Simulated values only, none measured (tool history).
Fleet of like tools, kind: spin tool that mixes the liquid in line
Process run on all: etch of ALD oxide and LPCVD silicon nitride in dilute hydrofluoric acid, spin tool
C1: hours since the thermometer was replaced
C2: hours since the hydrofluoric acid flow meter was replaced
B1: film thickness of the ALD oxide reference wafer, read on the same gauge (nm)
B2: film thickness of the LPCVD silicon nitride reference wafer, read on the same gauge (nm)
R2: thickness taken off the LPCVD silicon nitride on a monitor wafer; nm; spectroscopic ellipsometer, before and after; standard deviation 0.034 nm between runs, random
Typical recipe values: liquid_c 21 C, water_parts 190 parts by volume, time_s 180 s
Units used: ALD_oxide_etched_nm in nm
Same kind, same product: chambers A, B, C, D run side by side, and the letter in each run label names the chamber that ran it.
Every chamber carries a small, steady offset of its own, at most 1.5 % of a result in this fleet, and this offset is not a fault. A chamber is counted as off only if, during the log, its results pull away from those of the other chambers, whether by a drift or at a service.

run 1D day=0.262 | liquid_c=21 water_parts=190 time_s=180 | C1=648.4 C2=456.5 | B1=100.01 B2=69.995 | ALD_oxide_etched_nm=23.883 R2=0.3523
run 2C day=0.575 | liquid_c=21 water_parts=190 time_s=180 | C1=251.2 C2=1304.3 | B1=100.02 B2=69.992 | ALD_oxide_etched_nm=23.79 R2=0.36862
run 3B day=0.962 | liquid_c=21 water_parts=190 time_s=180 | C1=633.5 C2=283.3 | B1=99.998 B2=70.008 | ALD_oxide_etched_nm=23.72 R2=0.35995
-- day=0.967 chamber A: thermometer replaced
run 4A day=1.275 | liquid_c=21 water_parts=190 time_s=180 | C1=7.5 C2=1158.5 | B1=100.01 B2=70.01 | ALD_oxide_etched_nm=23.701 R2=0.40683
run 5B day=1.638 | liquid_c=21 water_parts=190 time_s=180 | C1=649.7 C2=299.5 | B1=100.03 B2=70.001 | ALD_oxide_etched_nm=23.571 R2=0.38706
run 6D day=2.092 | liquid_c=21 water_parts=190 time_s=180 | C1=692.3 C2=500.4 | B1=99.997 B2=70.021 | ALD_oxide_etched_nm=23.729 R2=0.38481
-- day=2.15 chamber A: hydrofluoric acid flow meter replaced
run 7A day=2.35 | liquid_c=21 water_parts=190 time_s=180 | C1=33.3 C2=4.9 | B1=99.971 B2=69.987 | ALD_oxide_etched_nm=23.547 R2=0.40335
run 8C day=2.667 | liquid_c=24.5 water_parts=160 time_s=180 | C1=301.4 C2=1354.5 | B1=100.01 B2=69.994 | ALD_oxide_etched_nm=33.466 R2=0.62387
run 9D day=2.888 | liquid_c=24.5 water_parts=160 time_s=180 | C1=711.4 C2=519.5 | B1=99.972 B2=69.996 | ALD_oxide_etched_nm=33.514 R2=0.61147
run 10A day=3.279 | liquid_c=24.5 water_parts=160 time_s=180 | C1=55.6 C2=27.2 | B1=99.987 B2=70.003 | ALD_oxide_etched_nm=33.055 R2=0.66935
-- day=3.517 chamber C: hydrofluoric acid flow meter replaced
run 11B day=3.529 | liquid_c=24.5 water_parts=160 time_s=180 | C1=695.1 C2=344.9 | B1=99.991 B2=69.986 | ALD_oxide_etched_nm=33.245 R2=0.66065
run 12C day=3.862 | liquid_c=21 water_parts=190 time_s=180 | C1=330.1 C2=8.3 | B1=99.984 B2=69.983 | ALD_oxide_etched_nm=24.019 R2=0.34834
run 13B day=4.325 | liquid_c=24 water_parts=190 time_s=180 | C1=714.2 C2=364 | B1=100.03 B2=69.99 | ALD_oxide_etched_nm=26.513 R2=0.45703
run 14A day=4.758 | liquid_c=24 water_parts=190 time_s=180 | C1=91.1 C2=62.7 | B1=99.997 B2=70.003 | ALD_oxide_etched_nm=26.435 R2=0.38407
run 15C day=5.021 | liquid_c=24 water_parts=190 time_s=180 | C1=357.9 C2=36.1 | B1=100.03 B2=69.993 | ALD_oxide_etched_nm=26.712 R2=0.48832
run 16D day=5.292 | liquid_c=24 water_parts=190 time_s=180 | C1=769.1 C2=577.2 | B1=100.03 B2=69.988 | ALD_oxide_etched_nm=26.858 R2=0.53008
run 17B day=5.65 | liquid_c=21 water_parts=140 time_s=180 | C1=746 C2=395.8 | B1=100 B2=69.986 | ALD_oxide_etched_nm=34.17 R2=0.56532
run 18A day=6 | liquid_c=21 water_parts=140 time_s=180 | C1=120.9 C2=92.5 | B1=100.03 B2=70.01 | ALD_oxide_etched_nm=33.473 R2=0.48294
run 19D day=6.329 | liquid_c=21 water_parts=140 time_s=180 | C1=794 C2=602.1 | B1=99.976 B2=69.99 | ALD_oxide_etched_nm=34.375 R2=0.47229
run 20C day=6.608 | liquid_c=21 water_parts=140 time_s=180 | C1=396 C2=74.2 | B1=99.991 B2=70.001 | ALD_oxide_etched_nm=34.332 R2=0.53561
run 21D day=7.012 | liquid_c=21 water_parts=190 time_s=180 | C1=810.4 C2=618.5 | B1=99.965 B2=70.006 | ALD_oxide_etched_nm=23.971 R2=0.40311
run 22C day=7.246 | liquid_c=24.5 water_parts=140 time_s=180 | C1=411.3 C2=89.5 | B1=99.979 B2=69.998 | ALD_oxide_etched_nm=39.304 R2=0.69372
run 23A day=7.529 | liquid_c=24.5 water_parts=140 time_s=180 | C1=157.6 C2=129.2 | B1=100 B2=69.992 | ALD_oxide_etched_nm=38.759 R2=0.65195
run 24B day=7.908 | liquid_c=24.5 water_parts=140 time_s=180 | C1=800.2 C2=450 | B1=99.983 B2=70.012 | ALD_oxide_etched_nm=38.869 R2=0.62409
run 25B day=8.275 | liquid_c=24.5 water_parts=140 time_s=180 | C1=809 C2=458.8 | B1=100.03 B2=70.009 | ALD_oxide_etched_nm=39.207 R2=0.75726
run 26D day=8.608 | liquid_c=24.5 water_parts=190 time_s=180 | C1=848.7 C2=656.8 | B1=100.01 B2=70.005 | ALD_oxide_etched_nm=27.478 R2=0.47422
run 27A day=8.954 | liquid_c=24.5 water_parts=190 time_s=180 | C1=191.8 C2=163.4 | B1=100.03 B2=70.006 | ALD_oxide_etched_nm=27.102 R2=0.49151
run 28C day=9.367 | liquid_c=24.5 water_parts=190 time_s=180 | C1=462.2 C2=140.4 | B1=100.01 B2=69.985 | ALD_oxide_etched_nm=27.453 R2=0.508
run 29B day=9.8 | liquid_c=24.5 water_parts=190 time_s=180 | C1=845.6 C2=495.4 | B1=99.996 B2=69.983 | ALD_oxide_etched_nm=26.823 R2=0.54999
run 30D day=10.275 | liquid_c=21 water_parts=190 time_s=180 | C1=888.7 C2=696.8 | B1=100.02 B2=70.009 | ALD_oxide_etched_nm=23.822 R2=0.37652

All 4 chambers run these settings next. Forecast each chamber's results:
run 31A day=10.621 | liquid_c=24 water_parts=190 time_s=180 | ALD_oxide_etched_nm=? R2=?
run 31B day=10.621 | liquid_c=24 water_parts=190 time_s=180 | ALD_oxide_etched_nm=? R2=?
run 31C day=10.621 | liquid_c=24 water_parts=190 time_s=180 | ALD_oxide_etched_nm=? R2=?
run 31D day=10.621 | liquid_c=24 water_parts=190 time_s=180 | ALD_oxide_etched_nm=? R2=?

run=31A ALD_oxide_etched_nm=26.388 R2=0.41498
run=31B ALD_oxide_etched_nm=26.48 R2=0.437
run=31C ALD_oxide_etched_nm=26.778 R2=0.49565
run=31D ALD_oxide_etched_nm=27.036 R2=0.51669
